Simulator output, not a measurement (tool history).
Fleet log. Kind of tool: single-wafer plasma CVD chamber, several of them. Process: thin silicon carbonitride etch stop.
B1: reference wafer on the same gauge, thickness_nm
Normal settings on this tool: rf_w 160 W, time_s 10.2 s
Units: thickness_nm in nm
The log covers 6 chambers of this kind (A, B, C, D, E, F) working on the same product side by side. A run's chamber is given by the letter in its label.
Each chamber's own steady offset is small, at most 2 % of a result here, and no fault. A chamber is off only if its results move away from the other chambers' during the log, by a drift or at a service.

Run 1B, hour 14.7: usual settings; B1 6.3201. Result: thickness_nm 5.4321 nm.
Run 2A, hour 27.0: usual settings; B1 6.3219. Result: thickness_nm 5.4681 nm.
Run 3C, hour 36.2: usual settings; B1 6.3232. Result: thickness_nm 5.4620 nm.
Run 4D, hour 44.9: usual settings; B1 6.3246. Result: thickness_nm 5.5414 nm.
Run 5F, hour 53.1: usual settings; B1 6.3227. Result: thickness_nm 5.4541 nm.
Run 6E, hour 62.8: usual settings; B1 6.3240. Result: thickness_nm 5.4282 nm.
At hour 70.6: chamber D: RF generator calibrated.
Run 7C, hour 76.4: usual settings but time_s 8.9 s; B1 6.3243. Result: thickness_nm 4.7687 nm.
Run 8A, hour 89.3: usual settings but time_s 8.9 s; B1 6.3237. Result: thickness_nm 4.7766 nm.
Run 9D, hour 102.5: usual settings but time_s 8.9 s; B1 6.3268. Result: thickness_nm 4.8329 nm.
Run 10B, hour 111.5: usual settings but time_s 8.9 s; B1 6.3270. Result: thickness_nm 4.7503 nm.
Run 11E, hour 121.5: usual settings but time_s 8.9 s; B1 6.3265. Result: thickness_nm 4.7557 nm.
Run 12F, hour 137.4: usual settings but time_s 8.9 s; B1 6.3308. Result: thickness_nm 4.7668 nm.
Run 13E, hour 147.0: usual settings; B1 6.3294. Result: thickness_nm 5.4380 nm.
Run 14C, hour 155.6: usual settings; B1 6.3295. Result: thickness_nm 5.4647 nm.
Run 15D, hour 170.1: usual settings; B1 6.3289. Result: thickness_nm 5.5426 nm.
Run 16F, hour 178.2: usual settings; B1 6.3298. Result: thickness_nm 5.4437 nm.
Run 17A, hour 190.5: usual settings but time_s 12.1 s; B1 6.3295. Result: thickness_nm 6.5015 nm.
Run 18B, hour 206.6: usual settings but time_s 12.1 s; B1 6.3330. Result: thickness_nm 6.4547 nm.
At hour 214.1: chamber A: RF generator calibrated.
Run 19D, hour 217.9: usual settings but time_s 12.1 s; B1 6.3328. Result: thickness_nm 6.5952 nm.
Run 20E, hour 227.5: usual settings but time_s 12.1 s; B1 6.3320. Result: thickness_nm 6.4571 nm.
Run 21A, hour 236.5: usual settings but time_s 12.1 s; B1 6.3331. Result: thickness_nm 6.5024 nm.
Run 22C, hour 251.9: usual settings but time_s 12.1 s; B1 6.3351. Result: thickness_nm 6.5030 nm.
Run 23F, hour 267.8: usual settings; B1 6.3353. Result: thickness_nm 5.4548 nm.
Run 24B, hour 284.1: usual settings but rf_w 130 W, time_s 11.5 s; B1 6.3356. Result: thickness_nm 5.7908 nm.
Run 25E, hour 292.7: usual settings but rf_w 130 W, time_s 11.5 s; B1 6.3383. Result: thickness_nm 5.7525 nm.
Run 26A, hour 303.2: usual settings but rf_w 130 W, time_s 11.5 s; B1 6.3378. Result: thickness_nm 5.8283 nm.
Run 27B, hour 319.4: usual settings but rf_w 130 W, time_s 11.5 s; B1 6.3400. Result: thickness_nm 5.7850 nm.
Run 28C, hour 331.0: usual settings but rf_w 130 W, time_s 11.5 s; B1 6.3413. Result: thickness_nm 5.8127 nm.
Run 29F, hour 338.3: usual settings but rf_w 130 W, time_s 11.5 s; B1 6.3417. Result: thickness_nm 5.7937 nm.
Run 30D, hour 350.7: usual settings; B1 6.3406. Result: thickness_nm 5.5476 nm.
Run 31A, hour 363.8: usual settings; B1 6.3425. Result: thickness_nm 5.5031 nm.
Run 32E, hour 377.9: usual settings but rf_w 185 W, time_s 11.5 s; B1 6.3413. Result: thickness_nm 6.4182 nm.
Run 33B, hour 393.8: usual settings but rf_w 185 W, time_s 11.5 s; B1 6.3441. Result: thickness_nm 6.4187 nm.
Run 34D, hour 406.4: usual settings but rf_w 185 W, time_s 11.5 s; B1 6.3451. Result: thickness_nm 6.5473 nm.
Run 35C, hour 414.9: usual settings but rf_w 185 W, time_s 11.5 s; B1 6.3451. Result: thickness_nm 6.4572 nm.
Run 36F, hour 431.1: usual settings but rf_w 185 W, time_s 11.5 s; B1 6.3458. Result: thickness_nm 6.4488 nm.
Run 37C, hour 442.0: usual settings but rf_w 185 W, time_s 11.5 s; B1 6.3484. Result: thickness_nm 6.4637 nm.
Run 38A, hour 454.3: usual settings; B1 6.3486. Result: thickness_nm 5.4924 nm.
At hour 457.9: chamber B: thermocouple changed; heater temperature recalibrated.
Run 39E, hour 462.7: usual settings; B1 6.3482. Result: thickness_nm 5.4448 nm.
Run 40B, hour 476.9: usual settings; B1 6.3472. Result: thickness_nm 5.4780 nm.
Run 41F, hour 484.2: usual settings; B1 6.3501. Result: thickness_nm 5.4764 nm.
Run 42D, hour 497.0: usual settings but rf_w 185 W, time_s 8.3 s; B1 6.3494. Result: thickness_nm 4.7265 nm.

Does one chamber stand apart from the rest, does the shared gauge drift, or is all well apart from small per-chamber offsets? Give the chamber and the most likely cause, where there is one.

It is the gauge, not a chamber: its drift shows up in every chamber's results at once, and no chamber is off.
Likeliest cause: gauge reads high (%) = 0.497.
